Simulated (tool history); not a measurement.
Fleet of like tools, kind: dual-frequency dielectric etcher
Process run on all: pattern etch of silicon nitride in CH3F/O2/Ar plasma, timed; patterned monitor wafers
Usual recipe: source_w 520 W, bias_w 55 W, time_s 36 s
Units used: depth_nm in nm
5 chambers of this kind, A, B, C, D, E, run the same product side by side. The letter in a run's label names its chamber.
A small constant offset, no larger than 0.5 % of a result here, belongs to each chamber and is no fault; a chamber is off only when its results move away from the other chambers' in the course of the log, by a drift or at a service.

run   hour  source_w  bias_w  time_s  hours since the last wet clean  hours since the last source power generator calibration  hours since the last bias power generator calibration  read-back reference wafer on the same gauge, depth_nm  depth_nm
 1D    4.3       520      55      36                           152.6                                                   2815.3                                                  163.7                                                 23.667    25.385
       5.0  -- chamber E: bias power generator calibrated
 2B    8.9       520      55      36                           372.9                                                   1019.5                                                  590.4                                                 23.663    25.713
 3A   13.0       520      55      36                           191.0                                                   1858.7                                                 1198.0                                                 23.720    25.245
 4C   18.2       520      55      36                           487.8                                                    494.5                                                  543.5                                                 23.706    25.363
 5E   24.2       520      55      36                            86.2                                                   1715.9                                                   19.3                                                 23.728    25.850
 6C   27.2       520      55      36                           496.8                                                    503.5                                                  552.5                                                 23.709    25.547
 7A   33.6       520      55      36                           211.6                                                   1879.3                                                 1218.6                                                 23.698    25.434
 8E   38.1       520      68      40                           100.1                                                   1729.8                                                   33.2                                                 23.673    30.333
 9B   44.1       520      68      40                           408.1                                                   1054.7                                                  625.6                                                 23.712    30.646
10D   47.8       520      68      40                           196.1                                                   2858.8                                                  207.2                                                 23.683    30.335
11A   53.4       520      68      40                           231.4                                                   1899.1                                                 1238.4                                                 23.696    30.543
12E   56.9       520      68      40                           118.9                                                   1748.6                                                   52.0                                                 23.684    30.332
13C   61.0       520      55      36                           530.6                                                    537.3                                                  586.3                                                 23.690    25.472
14D   67.1       520      55      36                           215.4                                                   2878.1                                                  226.5                                                 23.722    25.385
15B   69.9       520      55      36                           433.9                                                   1080.5                                                  651.4                                                 23.725    25.663
16E   76.1       520      55      36                           138.1                                                   1767.8                                                   71.2                                                 23.710    25.666
17D   79.8       520      55      36                           228.1                                                   2890.8                                                  239.2                                                 23.727    25.574
18A   83.3       520      55      36                           261.3                                                   1929.0                                                 1268.3                                                 23.706    25.272
19C   87.9       520      55      36                           557.5                                                    564.2                                                  613.2                                                 23.697    25.322
20B   91.1       520      55      36                           455.1                                                   1101.7                                                  672.6                                                 23.695    25.639
21C   97.5       520      55      36                           567.1                                                    573.8                                                  622.8                                                 23.697    25.564
22D  100.7       520      55      36                           249.0                                                   2911.7                                                  260.1                                                 23.710    25.585
23B  105.4       520      55      36                           469.4                                                   1116.0                                                  686.9                                                 23.718    25.448
     108.4  -- chamber C: wet clean of the chamber
24A  110.0       520      55      36                           288.0                                                   1955.7                                                 1295.0                                                 23.696    25.161
25E  115.5       520      55      36                           177.5                                                   1807.2                                                  110.6                                                 23.709    25.806
26A  119.2       520      55      36                           297.2                                                   1964.9                                                 1304.2                                                 23.691    25.339
27E  124.3       520      55      36                           186.3                                                   1816.0                                                  119.4                                                 23.712    25.316
28C  127.0       520      55      36                            18.7                                                    603.3                                                  652.3                                                 23.703    25.616
29B  131.6       520      55      36                           495.6                                                   1142.2                                                  713.1                                                 23.711    25.506
     133.2  -- chamber B: wet clean of the chamber
30D  135.1       520      55      36                           283.4                                                   2946.1                                                  294.5                                                 23.736    25.605
31B  141.1       520      55      36                             8.0                                                   1151.7                                                  722.6                                                 23.710    25.626
32E  146.6       520      55      36                           208.6                                                   1838.3                                                  141.7                                                 23.670    25.577
33D  150.8       620      60      36                           299.1                                                   2961.8                                                  310.2                                                 23.695    28.150
34A  154.3       620      60      36                           332.3                                                   2000.0                                                 1339.3                                                 23.678    27.957

Next, every chamber runs the same settings. What will each give?
35A  158.9       520      55      36                                                                                                                                                                                                                ?
35B  158.9       520      55      36                                                                                                                                                                                                                ?
35C  158.9       520      55      36                                                                                                                                                                                                                ?
35D  158.9       520      55      36                                                                                                                                                                                                                ?
35E  158.9       520      55      36                                                                                                                                                                                                                ?

run  depth_nm
35A    25.426
35B    25.467
35C    25.353
35D    25.513
35E    25.370
